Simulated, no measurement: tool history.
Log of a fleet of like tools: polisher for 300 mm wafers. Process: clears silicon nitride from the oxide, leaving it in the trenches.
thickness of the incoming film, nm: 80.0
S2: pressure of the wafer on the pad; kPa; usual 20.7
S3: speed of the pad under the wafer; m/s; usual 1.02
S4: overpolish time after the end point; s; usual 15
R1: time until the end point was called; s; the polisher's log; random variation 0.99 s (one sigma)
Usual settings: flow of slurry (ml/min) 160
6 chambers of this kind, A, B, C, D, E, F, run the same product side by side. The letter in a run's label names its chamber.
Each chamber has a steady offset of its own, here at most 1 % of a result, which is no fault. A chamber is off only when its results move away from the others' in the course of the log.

run 1C day=0.517 | flow_of_slurry_(ml/min)=160 S2=20.7 S3=1.02 S4=15 | R1=77.579
-- day=0.867 chamber B: worn pad replaced by a new one
run 2E day=0.904 | flow_of_slurry_(ml/min)=160 S2=20.7 S3=1.02 S4=15 | R1=75.559
-- day=0.988 chamber A: worn pad replaced by a new one
-- day=1.308 chamber E: head pressure recalibrated
-- day=1.342 chamber E: worn pad replaced by a new one
run 3A day=1.433 | flow_of_slurry_(ml/min)=160 S2=20.7 S3=1.02 S4=15 | R1=76.110
run 4B day=1.896 | flow_of_slurry_(ml/min)=160 S2=20.7 S3=1.02 S4=15 | R1=77.237
-- day=2.025 chamber F: worn pad replaced by a new one
run 5D day=2.267 | flow_of_slurry_(ml/min)=160 S2=20.7 S3=1.02 S4=15 | R1=75.317
run 6F day=2.742 | flow_of_slurry_(ml/min)=160 S2=20.7 S3=1.02 S4=15 | R1=78.928
-- day=3.125 chamber C: worn pad replaced by a new one
-- day=3.158 chamber F: slurry nozzle cleaned
run 7B day=3.262 | flow_of_slurry_(ml/min)=160 S2=20.7 S3=1.02 S4=15 | R1=77.472
run 8C day=3.696 | flow_of_slurry_(ml/min)=160 S2=20.7 S3=1.02 S4=15 | R1=78.393
-- day=3.975 chamber D: worn pad replaced by a new one
run 9F day=4.054 | flow_of_slurry_(ml/min)=160 S2=20.7 S3=1.02 S4=15 | R1=76.202
-- day=4.125 chamber A: worn pad replaced by a new one
run 10A day=4.292 | flow_of_slurry_(ml/min)=160 S2=20.7 S3=1.02 S4=15 | R1=79.536
-- day=4.362 chamber B: worn pad replaced by a new one
run 11E day=4.758 | flow_of_slurry_(ml/min)=160 S2=20.7 S3=1.02 S4=15 | R1=75.521
-- day=5.067 chamber F: worn pad replaced by a new one
run 12D day=5.142 | flow_of_slurry_(ml/min)=160 S2=20.7 S3=1.02 S4=15 | R1=77.165
run 13C day=5.442 | flow_of_slurry_(ml/min)=160 S2=20.7 S3=1.02 S4=15 | R1=78.241
run 14A day=5.717 | flow_of_slurry_(ml/min)=160 S2=20.7 S3=1.02 S4=15 | R1=77.900
run 15D day=6.079 | flow_of_slurry_(ml/min)=200 S2=20.7 S3=1.02 S4=15 | R1=75.613
-- day=6.279 chamber E: worn pad replaced by a new one
run 16E day=6.442 | flow_of_slurry_(ml/min)=200 S2=20.7 S3=1.02 S4=15 | R1=76.205
run 17B day=6.825 | flow_of_slurry_(ml/min)=200 S2=20.7 S3=1.02 S4=15 | R1=73.613
-- day=6.850 chamber C: worn pad replaced by a new one
run 18F day=7.229 | flow_of_slurry_(ml/min)=200 S2=20.7 S3=1.02 S4=15 | R1=74.386
-- day=7.292 chamber B: worn pad replaced by a new one
-- day=7.608 chamber A: worn pad replaced by a new one
run 19E day=7.762 | flow_of_slurry_(ml/min)=200 S2=20.7 S3=1.02 S4=15 | R1=74.087
run 20A day=8.204 | flow_of_slurry_(ml/min)=200 S2=20.7 S3=1.02 S4=15 | R1=76.741
run 21F day=8.496 | flow_of_slurry_(ml/min)=160 S2=20.7 S3=1.02 S4=15 | R1=78.757
run 22D day=8.792 | flow_of_slurry_(ml/min)=160 S2=20.7 S3=1.02 S4=15 | R1=79.937
-- day=8.975 chamber F: worn pad replaced by a new one
run 23B day=9.325 | flow_of_slurry_(ml/min)=130 S2=20.7 S3=1.02 S4=15 | R1=79.048
-- day=9.525 chamber D: worn pad replaced by a new one
-- day=9.571 chamber E: slurry nozzle cleaned
run 24C day=9.629 | flow_of_slurry_(ml/min)=130 S2=20.7 S3=1.02 S4=15 | R1=80.809
run 25C day=10.158 | flow_of_slurry_(ml/min)=130 S2=20.7 S3=1.02 S4=15 | R1=77.960
-- day=10.596 chamber B: worn pad replaced by a new one
run 26B day=10.696 | flow_of_slurry_(ml/min)=130 S2=20.7 S3=1.02 S4=15 | R1=78.419
-- day=10.875 chamber C: worn pad replaced by a new one
-- day=10.912 chamber A: worn pad replaced by a new one
-- day=11.088 chamber A: slurry nozzle cleaned
run 27D day=11.200 | flow_of_slurry_(ml/min)=130 S2=20.7 S3=1.02 S4=15 | R1=84.719
run 28E day=11.446 | flow_of_slurry_(ml/min)=130 S2=20.7 S3=1.02 S4=15 | R1=79.289
run 29F day=11.683 | flow_of_slurry_(ml/min)=160 S2=20.7 S3=1.02 S4=15 | R1=78.311
-- day=11.879 chamber E: worn pad replaced by a new one
run 30A day=12.042 | flow_of_slurry_(ml/min)=160 S2=20.7 S3=1.02 S4=15 | R1=77.386
-- day=12.275 chamber C: slurry nozzle cleaned
-- day=12.442 chamber F: worn pad replaced by a new one
run 31E day=12.583 | flow_of_slurry_(ml/min)=160 S2=20.7 S3=1.02 S4=15 | R1=77.230
run 32C day=13.075 | flow_of_slurry_(ml/min)=160 S2=20.7 S3=1.02 S4=15 | R1=76.437
-- day=13.346 chamber D: head pressure recalibrated
run 33D day=13.450 | flow_of_slurry_(ml/min)=160 S2=20.7 S3=1.02 S4=15 | R1=80.720
-- day=13.546 chamber B: worn pad replaced by a new one
run 34A day=13.696 | flow_of_slurry_(ml/min)=160 S2=20.7 S3=1.02 S4=15 | R1=78.057
run 35F day=14.133 | flow_of_slurry_(ml/min)=160 S2=20.7 S3=1.02 S4=15 | R1=77.695
-- day=14.242 chamber A: worn pad replaced by a new one
run 36B day=14.492 | flow_of_slurry_(ml/min)=160 S2=20.7 S3=1.02 S4=15 | R1=75.918
run 37A day=14.754 | flow_of_slurry_(ml/min)=160 S2=24.8 S3=1.24 S4=15 | R1=52.695
run 38E day=15.054 | flow_of_slurry_(ml/min)=160 S2=24.8 S3=1.24 S4=15 | R1=53.296
-- day=15.221 chamber C: worn pad replaced by a new one
-- day=15.479 chamber F: worn pad replaced by a new one
run 39B day=15.483 | flow_of_slurry_(ml/min)=160 S2=24.8 S3=1.24 S4=15 | R1=52.144
-- day=15.692 chamber F: slurry nozzle cleaned
run 40D day=15.875 | flow_of_slurry_(ml/min)=160 S2=24.8 S3=1.24 S4=15 | R1=57.571
-- day=16.258 chamber B: head pressure recalibrated
run 41C day=16.396 | flow_of_slurry_(ml/min)=160 S2=24.8 S3=1.24 S4=15 | R1=53.797
run 42F day=16.783 | flow_of_slurry_(ml/min)=160 S2=24.8 S3=1.24 S4=15 | R1=54.596
run 43B day=17.100 | flow_of_slurry_(ml/min)=125 S2=27.6 S3=1.02 S4=15 | R1=59.547

Next, every chamber runs the same settings. What will each give?
run 44A day=17.488 | flow_of_slurry_(ml/min)=160 S2=20.7 S3=1.16 S4=15 | R1=?
run 44B day=17.488 | flow_of_slurry_(ml/min)=160 S2=20.7 S3=1.16 S4=15 | R1=?
run 44C day=17.488 | flow_of_slurry_(ml/min)=160 S2=20.7 S3=1.16 S4=15 | R1=?
run 44D day=17.488 | flow_of_slurry_(ml/min)=160 S2=20.7 S3=1.16 S4=15 | R1=?
run 44E day=17.488 | flow_of_slurry_(ml/min)=160 S2=20.7 S3=1.16 S4=15 | R1=?
run 44F day=17.488 | flow_of_slurry_(ml/min)=160 S2=20.7 S3=1.16 S4=15 | R1=?

run=44A R1=69.575
run=44B R1=67.022
run=44C R1=68.596
run=44D R1=75.622
run=44E R1=65.774
run=44F R1=68.995
